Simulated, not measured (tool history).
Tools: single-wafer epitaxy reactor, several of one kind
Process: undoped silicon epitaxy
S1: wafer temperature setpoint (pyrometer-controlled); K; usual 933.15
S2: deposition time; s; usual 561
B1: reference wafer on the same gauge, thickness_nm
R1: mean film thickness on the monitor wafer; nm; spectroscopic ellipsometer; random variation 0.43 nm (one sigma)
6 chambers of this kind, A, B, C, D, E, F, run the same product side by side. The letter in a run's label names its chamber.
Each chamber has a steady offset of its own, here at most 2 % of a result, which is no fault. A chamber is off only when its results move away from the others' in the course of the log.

run   hour      S1   S2      B1      R1
 1D      8  933.15  561  117.95  117.81
 2C   21.5  933.15  561  117.93  117.47
 3B   37.4  933.15  561  117.85  115.57
        46  -- chamber C: pyrometer calibrated
 4F   53.6  933.15  561   118.1  116.74
 5A   66.7  933.15  561  117.98   116.1
 6E   82.3  933.15  561  117.89  114.83
 7A   94.9  933.15  561  117.98  116.13
 8C  106.7  933.15  561  118.11  118.31
 9E  116.3  933.15  561  117.92   114.8
10B  130.4  933.15  561  117.93  116.19
11F  139.5  933.15  561  118.02  116.82
12D  152.7  933.15  561  118.06  116.94
13B  161.8  933.15  561  118.02  116.06
14E  171.6  933.15  561  117.96  115.08
15C  183.3  933.15  503  117.99  106.01
16A  190.7  933.15  503  118.04  104.55
17D    201  933.15  503  117.95  105.47
18F  215.4  933.15  503  118.16   104.2
     229.5  -- chamber B: pyrometer calibrated
19F  229.6  933.15  503  118.04  104.03
20D  240.2  933.15  503  118.04  105.53
21B  247.2  933.15  561  118.04  115.96
22E  254.3  933.15  561  118.09   114.7
23A  270.1  933.15  561  118.03  116.35
24C  283.5  933.15  561  117.97  117.82
25B  290.8  933.15  561  117.94  116.67
26A  305.2  933.15  561  118.09  115.97
27F  316.5  933.15  561  118.03  117.71
28E  331.4  933.15  561  118.08  114.64
29D  342.9  933.15  561  117.96  120.05
30C  356.6  933.15  561  117.91  118.04
31B  365.3  933.15  561  118.04  116.21
32D  374.2  945.15  468  118.01  129.53
33A  385.9  945.15  468  117.98  124.71
34C  393.1  945.15  468  118.03  127.14
35E  403.1  945.15  468  118.07  123.45
36F  413.6  945.15  468  118.05   124.7
37C  422.2  945.15  468  117.95  127.79
38D  434.8  933.15  561  118.04  120.73

Is one chamber off against the others, does the gauge drift, or is nothing wrong? If a chamber is off, say which, and what the likeliest cause is.

Chamber D drifts away from the others.
Cause: wafer temperature above the value expected at the setpoint (K) = 1.52.

Here are 4 candidates for chamber D's next run, each the usual settings with a change, their results left as question marks. Which one brings its results back in line with what the others give on the usual settings?
In line means no further than this from the other chambers' mean on the usual settings: R1 1.5 nm
39D-1  446.4  933.15  539       ?
39D-2  446.4  933.15  583       ?
39D-3  446.4  933.15  554       ?
39D-4  446.4  933.15  568       ?

The other chambers' mean on the usual settings: R1 116.4 nm
  run      R1
39D-1  116.39
39D-2   125.9
39D-3  119.63
39D-4  122.66
39D-1 brings the chamber back in line.
